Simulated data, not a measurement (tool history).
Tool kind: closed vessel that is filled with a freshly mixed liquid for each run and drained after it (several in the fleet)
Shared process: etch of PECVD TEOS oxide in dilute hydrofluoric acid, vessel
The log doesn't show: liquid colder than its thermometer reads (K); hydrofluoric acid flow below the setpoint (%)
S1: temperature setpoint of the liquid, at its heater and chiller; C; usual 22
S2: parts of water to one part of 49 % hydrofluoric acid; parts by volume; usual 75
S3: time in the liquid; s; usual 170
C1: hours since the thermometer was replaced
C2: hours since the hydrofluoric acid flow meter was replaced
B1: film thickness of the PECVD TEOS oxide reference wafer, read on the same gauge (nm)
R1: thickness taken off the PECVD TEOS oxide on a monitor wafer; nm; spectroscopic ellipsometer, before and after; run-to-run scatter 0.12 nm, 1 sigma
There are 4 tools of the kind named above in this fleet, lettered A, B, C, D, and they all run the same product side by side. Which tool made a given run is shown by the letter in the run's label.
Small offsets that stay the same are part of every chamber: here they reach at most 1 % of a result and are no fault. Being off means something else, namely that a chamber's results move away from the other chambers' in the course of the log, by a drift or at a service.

run	hour	S1	S2	S3	C1	C2	B1	R1
1B	8.0	22	75	170	704.6	443.1	109.97	31.036
2C	13.8	22	75	170	118.2	443.5	109.97	30.858
3D	25.5	22	75	170	431.2	1106.2	110.02	30.919
4A	31.7	22	75	170	161.8	1011.6	110.02	31.051
5B	38.4	22	75	170	735.0	473.5	110.00	31.070
6A	44.9	22	75	120	175.0	1024.8	109.96	21.965
7D	55.1	22	75	120	460.8	1135.8	110.03	21.857
8C	65.6	22	75	120	170.0	495.3	110.05	21.815
9B	73.6	22	75	120	770.2	508.7	110.04	22.047
10C	80.0	22	75	170	184.4	509.7	109.99	30.982
11A	92.9	22	75	170	223.0	1072.8	110.01	30.823
12D	101.7	22	75	170	507.4	1182.4	109.98	30.713
13D	108.9	22	75	170	514.6	1189.6	109.94	30.670
14B	117.6	22	75	170	814.2	552.7	110.01	31.023
15A	130.2	22	75	170	260.3	1110.1	110.01	31.181
16C	141.5	22	75	170	245.9	571.2	110.01	30.747
17C	152.1	22	75	170	256.5	581.8	109.95	30.839
18A	162.5	22	75	170	292.6	1142.4	109.99	30.886
19B	175.1	22	75	170	871.7	610.2	110.01	31.210
20D	188.2	22	75	170	593.9	1268.9	109.99	30.499
21C	194.5	22	75	170	298.9	624.2	110.01	30.957
22B	204.8	22	75	170	901.4	639.9	109.98	31.090
23D	210.7	22	75	170	616.4	1291.4	110.00	30.148
24A	219.7	22	75	170	349.8	1199.6	109.98	31.161
25D	226.0	22	75	170	631.7	1306.7	109.97	30.283

Next, every chamber runs the same settings. What will each give?
26A	235.4	22	95	170				?
26B	235.4	22	95	170				?
26C	235.4	22	95	170				?
26D	235.4	22	95	170				?

run	R1
26A	23.949
26B	24.130
26C	24.011
26D	22.929

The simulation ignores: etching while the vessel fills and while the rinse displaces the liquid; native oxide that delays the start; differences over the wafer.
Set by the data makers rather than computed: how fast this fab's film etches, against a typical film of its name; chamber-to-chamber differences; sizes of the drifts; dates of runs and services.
